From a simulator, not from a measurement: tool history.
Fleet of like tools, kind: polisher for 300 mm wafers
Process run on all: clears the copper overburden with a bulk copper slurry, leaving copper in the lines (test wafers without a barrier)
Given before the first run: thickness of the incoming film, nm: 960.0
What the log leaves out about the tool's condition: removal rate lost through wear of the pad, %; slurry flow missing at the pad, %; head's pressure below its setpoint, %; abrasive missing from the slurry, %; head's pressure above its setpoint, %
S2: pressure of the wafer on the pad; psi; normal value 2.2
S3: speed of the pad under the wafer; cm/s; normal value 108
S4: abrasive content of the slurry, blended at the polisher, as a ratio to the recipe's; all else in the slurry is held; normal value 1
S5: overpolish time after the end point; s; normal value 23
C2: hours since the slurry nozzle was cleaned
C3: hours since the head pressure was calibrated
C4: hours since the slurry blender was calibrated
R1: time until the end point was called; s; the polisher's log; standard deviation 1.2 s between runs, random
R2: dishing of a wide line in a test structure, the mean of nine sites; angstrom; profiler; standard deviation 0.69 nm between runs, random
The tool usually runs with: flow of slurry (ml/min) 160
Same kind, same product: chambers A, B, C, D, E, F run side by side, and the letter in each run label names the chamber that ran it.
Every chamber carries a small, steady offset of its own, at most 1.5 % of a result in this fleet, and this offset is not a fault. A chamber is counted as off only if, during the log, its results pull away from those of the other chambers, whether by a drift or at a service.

run 1F hour=11.4 | flow_of_slurry_(ml/min)=160 S2=2.2 S3=108 S4=1 S5=23 | wafers_polished_on_this_pad=450 C2=268 C3=316.5 C4=19.7 | R1=130.83 R2=454.27
-- hour=16.4 chamber E: slurry blender recalibrated
run 2D hour=19.2 | flow_of_slurry_(ml/min)=160 S2=2.2 S3=108 S4=1 S5=23 | wafers_polished_on_this_pad=923 C2=68.6 C3=803.6 C4=31.9 | R1=130.56 R2=453.05
-- hour=28.3 chamber D: worn pad replaced by a new one
-- hour=28.5 chamber F: slurry nozzle cleaned
run 3C hour=31.9 | flow_of_slurry_(ml/min)=160 S2=2.2 S3=108 S4=1 S5=23 | wafers_polished_on_this_pad=314 C2=437.9 C3=296.6 C4=123 | R1=130 R2=463.7
-- hour=34.2 chamber E: worn pad replaced by a new one
-- hour=41.7 chamber B: worn pad replaced by a new one
run 4B hour=45.3 | flow_of_slurry_(ml/min)=160 S2=2.2 S3=108 S4=1 S5=23 | wafers_polished_on_this_pad=30 C2=380.2 C3=307 C4=130.3 | R1=132.24 R2=453.44
-- hour=58.3 chamber F: worn pad replaced by a new one
run 5A hour=58.5 | flow_of_slurry_(ml/min)=160 S2=2.2 S3=140 S4=1 S5=23 | wafers_polished_on_this_pad=623 C2=368.2 C3=346.7 C4=288 | R1=101.78 R2=471.99
-- hour=69.9 chamber B: slurry blender recalibrated
run 6E hour=72.1 | flow_of_slurry_(ml/min)=160 S2=2.2 S3=140 S4=1 S5=23 | wafers_polished_on_this_pad=316 C2=255.3 C3=221.9 C4=55.8 | R1=99.925 R2=477.94
-- hour=77.8 chamber E: slurry nozzle cleaned
run 7C hour=81.2 | flow_of_slurry_(ml/min)=160 S2=2.2 S3=140 S4=1 S5=23 | wafers_polished_on_this_pad=725 C2=487.2 C3=345.9 C4=172.3 | R1=101.67 R2=478.44
run 8B hour=90.5 | flow_of_slurry_(ml/min)=160 S2=2.2 S3=140 S4=1 S5=23 | wafers_polished_on_this_pad=407 C2=425.4 C3=352.2 C4=20.6 | R1=101.72 R2=469.73
-- hour=95.2 chamber C: worn pad replaced by a new one
-- hour=100.3 chamber C: slurry blender recalibrated
-- hour=100.5 chamber B: slurry nozzle cleaned
run 9F hour=103.4 | flow_of_slurry_(ml/min)=160 S2=2.2 S3=140 S4=1 S5=23 | wafers_polished_on_this_pad=376 C2=74.9 C3=408.5 C4=111.7 | R1=101.48 R2=478.51
-- hour=106.8 chamber F: slurry blender recalibrated
run 10A hour=117.4 | flow_of_slurry_(ml/min)=160 S2=2.2 S3=140 S4=1 S5=23 | wafers_polished_on_this_pad=1115 C2=427.1 C3=405.6 C4=346.9 | R1=103.34 R2=465.53
-- hour=125.5 chamber A: worn pad replaced by a new one
run 11E hour=127.6 | flow_of_slurry_(ml/min)=160 S2=2.2 S3=108 S4=1 S5=23 | wafers_polished_on_this_pad=780 C2=49.8 C3=277.4 C4=111.3 | R1=128.95 R2=468.59
-- hour=129 chamber E: worn pad replaced by a new one
-- hour=135.6 chamber B: worn pad replaced by a new one
run 12D hour=137.2 | flow_of_slurry_(ml/min)=160 S2=2.2 S3=108 S4=1 S5=23 | wafers_polished_on_this_pad=909 C2=186.6 C3=921.6 C4=149.9 | R1=128.89 R2=450.17
-- hour=141.7 chamber C: slurry nozzle cleaned
-- hour=143.1 chamber E: slurry blender recalibrated
run 13C hour=147.9 | flow_of_slurry_(ml/min)=160 S2=2.2 S3=108 S4=1 S5=23 | wafers_polished_on_this_pad=440 C2=6.3 C3=412.6 C4=47.7 | R1=130.66 R2=458.29
-- hour=154.3 chamber F: worn pad replaced by a new one
run 14A hour=156.5 | flow_of_slurry_(ml/min)=160 S2=2.2 S3=108 S4=1 S5=23 | wafers_polished_on_this_pad=259 C2=466.2 C3=444.7 C4=386 | R1=134 R2=453.19
-- hour=169.2 chamber D: worn pad replaced by a new one
run 15F hour=169.2 | flow_of_slurry_(ml/min)=160 S2=2.2 S3=108 S4=1 S5=23 | wafers_polished_on_this_pad=124 C2=140.7 C3=474.3 C4=62.4 | R1=129.36 R2=459.24
run 16B hour=181.9 | flow_of_slurry_(ml/min)=160 S2=2.2 S3=108 S4=1 S5=23 | wafers_polished_on_this_pad=387 C2=81.4 C3=443.6 C4=112 | R1=129.61 R2=460.55
-- hour=182.5 chamber C: worn pad replaced by a new one
run 17D hour=190.1 | flow_of_slurry_(ml/min)=160 S2=2.2 S3=108 S4=1 S5=23 | wafers_polished_on_this_pad=174 C2=239.5 C3=974.5 C4=202.8 | R1=130.13 R2=442.92
run 18E hour=198.2 | flow_of_slurry_(ml/min)=160 S2=2.2 S3=144 S4=1 S5=23 | wafers_polished_on_this_pad=577 C2=120.4 C3=348 C4=55.2 | R1=97.362 R2=474.43
-- hour=199.6 chamber D: head pressure recalibrated
run 19A hour=209.2 | flow_of_slurry_(ml/min)=160 S2=2.2 S3=144 S4=1 S5=23 | wafers_polished_on_this_pad=699 C2=518.9 C3=497.4 C4=438.7 | R1=101.05 R2=468.53
-- hour=210.3 chamber A: slurry blender recalibrated
-- hour=216.2 chamber B: slurry blender recalibrated
run 20F hour=217.9 | flow_of_slurry_(ml/min)=160 S2=2.2 S3=144 S4=1 S5=23 | wafers_polished_on_this_pad=531 C2=189.4 C3=523 C4=111.1 | R1=98.826 R2=466.81
-- hour=220.7 chamber B: worn pad replaced by a new one
-- hour=223.2 chamber E: worn pad replaced by a new one
run 21E hour=225.4 | flow_of_slurry_(ml/min)=160 S2=2.2 S3=144 S4=1 S5=23 | wafers_polished_on_this_pad=18 C2=147.6 C3=375.2 C4=82.4 | R1=98.577 R2=466
run 22B hour=232.8 | flow_of_slurry_(ml/min)=160 S2=2.2 S3=144 S4=1 S5=23 | wafers_polished_on_this_pad=101 C2=132.3 C3=494.5 C4=16.7 | R1=98.075 R2=484.86
-- hour=242.9 chamber E: slurry blender recalibrated
run 23C hour=243.1 | flow_of_slurry_(ml/min)=160 S2=2.2 S3=144 S4=1 S5=23 | wafers_polished_on_this_pad=506 C2=101.5 C3=507.8 C4=142.9 | R1=96.786 R2=485.16
-- hour=244.7 chamber F: worn pad replaced by a new one
-- hour=246.4 chamber F: slurry blender recalibrated
-- hour=251.1 chamber C: head pressure recalibrated
run 24D hour=257.1 | flow_of_slurry_(ml/min)=205 S2=2.2 S3=108 S4=1.25 S5=23 | wafers_polished_on_this_pad=734 C2=306.5 C3=57.5 C4=269.8 | R1=118.94 R2=463.41
run 25C hour=263.4 | flow_of_slurry_(ml/min)=205 S2=2.2 S3=108 S4=1.25 S5=23 | wafers_polished_on_this_pad=676 C2=121.8 C3=12.3 C4=163.2 | R1=119.95 R2=463.41
-- hour=263.5 chamber A: worn pad replaced by a new one
-- hour=266 chamber C: worn pad replaced by a new one
-- hour=267 chamber D: slurry blender recalibrated
-- hour=267.3 chamber F: slurry nozzle cleaned
run 26B hour=276.3 | flow_of_slurry_(ml/min)=205 S2=2.2 S3=108 S4=1.25 S5=23 | wafers_polished_on_this_pad=464 C2=175.8 C3=538 C4=60.2 | R1=120.31 R2=461.08
run 27E hour=282.6 | flow_of_slurry_(ml/min)=205 S2=2.2 S3=108 S4=1.25 S5=23 | wafers_polished_on_this_pad=496 C2=204.8 C3=432.4 C4=39.8 | R1=119.54 R2=470.82
-- hour=291.7 chamber D: worn pad replaced by a new one
run 28A hour=295.2 | flow_of_slurry_(ml/min)=205 S2=2.2 S3=108 S4=1.25 S5=23 | wafers_polished_on_this_pad=265 C2=604.9 C3=583.4 C4=85 | R1=123.85 R2=453.18
-- hour=301.2 chamber B: worn pad replaced by a new one
-- hour=302.9 chamber C: slurry blender recalibrated
run 29F hour=309 | flow_of_slurry_(ml/min)=205 S2=2.2 S3=108 S4=1.25 S5=23 | wafers_polished_on_this_pad=537 C2=41.8 C3=614.1 C4=62.6 | R1=122.89 R2=461.68
run 30D hour=321.9 | flow_of_slurry_(ml/min)=160 S2=2.2 S3=108 S4=1 S5=23 | wafers_polished_on_this_pad=252 C2=371.3 C3=122.3 C4=55 | R1=130.29 R2=450.87
-- hour=322.1 chamber E: worn pad replaced by a new one
run 31E hour=330.4 | flow_of_slurry_(ml/min)=160 S2=2.2 S3=108 S4=1 S5=23 | wafers_polished_on_this_pad=70 C2=252.6 C3=480.2 C4=87.6 | R1=130.06 R2=462.75
-- hour=332.4 chamber F: worn pad replaced by a new one
run 32B hour=338.9 | flow_of_slurry_(ml/min)=160 S2=2.2 S3=108 S4=1 S5=23 | wafers_polished_on_this_pad=315 C2=238.4 C3=600.6 C4=122.8 | R1=129.14 R2=452.2
run 33C hour=347.2 | flow_of_slurry_(ml/min)=160 S2=2.2 S3=108 S4=1 S5=23 | wafers_polished_on_this_pad=678 C2=205.6 C3=96.1 C4=44.4 | R1=130.43 R2=458.65
-- hour=358.5 chamber D: slurry nozzle cleaned
-- hour=358.5 chamber E: slurry blender recalibrated
-- hour=358.5 chamber C: worn pad replaced by a new one
run 34A hour=361.5 | flow_of_slurry_(ml/min)=160 S2=2.2 S3=108 S4=1 S5=23 | wafers_polished_on_this_pad=818 C2=671.2 C3=649.7 C4=151.3 | R1=140.27 R2=442.44
-- hour=362.2 chamber A: slurry nozzle cleaned
-- hour=368.6 chamber F: slurry blender recalibrated
run 35D hour=374.3 | flow_of_slurry_(ml/min)=160 S2=2.2 S3=108 S4=1 S5=23 | wafers_polished_on_this_pad=690 C2=15.9 C3=174.7 C4=107.4 | R1=134.32 R2=453.67
-- hour=379.7 chamber B: slurry blender recalibrated
-- hour=380 chamber A: worn pad replaced by a new one
run 36F hour=380.6 | flow_of_slurry_(ml/min)=160 S2=2.2 S3=108 S4=1 S5=23 | wafers_polished_on_this_pad=403 C2=113.4 C3=685.7 C4=12.1 | R1=132.45 R2=455.24
-- hour=388.8 chamber B: worn pad replaced by a new one
run 37E hour=393.6 | flow_of_slurry_(ml/min)=160 S2=2.2 S3=108 S4=1 S5=23 | wafers_polished_on_this_pad=597 C2=315.8 C3=543.4 C4=35.2 | R1=130.28 R2=459.11
run 38B hour=405.8 | flow_of_slurry_(ml/min)=160 S2=2.2 S3=108 S4=1 S5=23 | wafers_polished_on_this_pad=141 C2=305.3 C3=667.5 C4=26.2 | R1=130.71 R2=464.95
-- hour=411.6 chamber F: worn pad replaced by a new one
run 39D hour=417.3 | flow_of_slurry_(ml/min)=160 S2=2.9 S3=108 S4=1 S5=13 | wafers_polished_on_this_pad=1048 C2=58.9 C3=217.7 C4=150.4 | R1=100.48 R2=437.39
-- hour=419.9 chamber E: slurry nozzle cleaned
run 40F hour=423.9 | flow_of_slurry_(ml/min)=160 S2=2.9 S3=108 S4=1 S5=13 | wafers_polished_on_this_pad=103 C2=156.7 C3=729 C4=55.4 | R1=99.506 R2=439.9
-- hour=425.8 chamber E: worn pad replaced by a new one
run 41C hour=434.5 | flow_of_slurry_(ml/min)=160 S2=2.9 S3=108 S4=1 S5=13 | wafers_polished_on_this_pad=634 C2=292.9 C3=183.4 C4=131.7 | R1=98.752 R2=434.74
run 42A hour=443.6 | flow_of_slurry_(ml/min)=160 S2=2.9 S3=108 S4=1 S5=13 | wafers_polished_on_this_pad=531 C2=81.4 C3=731.8 C4=233.4 | R1=104.77 R2=439.01
run 43F hour=450.8 | flow_of_slurry_(ml/min)=160 S2=2.9 S3=108 S4=1 S5=13 | wafers_polished_on_this_pad=327 C2=183.6 C3=755.9 C4=82.3 | R1=100.98 R2=434.43
-- hour=459.1 chamber E: slurry blender recalibrated
run 44E hour=460 | flow_of_slurry_(ml/min)=160 S2=2.9 S3=108 S4=1 S5=13 | wafers_polished_on_this_pad=286 C2=40.1 C3=609.8 C4=0.9 | R1=99.205 R2=450.81

One chamber off, gauge drift, or nothing amiss beyond the chambers' own small offsets? If it is a chamber, which one, and what is the likeliest cause?

One chamber, A, drifts off from the rest bit by bit.
What lies behind it: head's pressure below its setpoint, % = 5.6.

Here are 4 candidates for chamber A's next run, each the usual settings with a change, their results left as question marks. Which one brings its results back in line with what the others give on the usual settings?
In line means no further than this from the other chambers' mean on the usual settings: R1 4.2 s; R2 24 angstrom
run 45A-1 hour=470.2 | flow_of_slurry_(ml/min)=160 S2=2.3 S3=110 S4=1 S5=24 | R1=? R2=?
run 45A-2 hour=470.2 | flow_of_slurry_(ml/min)=160 S2=2 S3=102 S4=1 S5=20 | R1=? R2=?
run 45A-3 hour=470.2 | flow_of_slurry_(ml/min)=160 S2=2.4 S3=114 S4=1 S5=26 | R1=? R2=?
run 45A-4 hour=470.2 | flow_of_slurry_(ml/min)=160 S2=2.1 S3=106 S4=1 S5=22 | R1=? R2=?

Average result of the remaining chambers running the usual settings: R1 130.89 s; R2 456.1 angstrom
run=45A-1 R1=131.19 R2=457.28
run=45A-2 R1=162.17 R2=405.72
run=45A-3 R1=121.44 R2=471.8
run=45A-4 R1=148.82 R2=430.11
Change 45A-1 lands the chamber within the allowed miss of the other chambers.
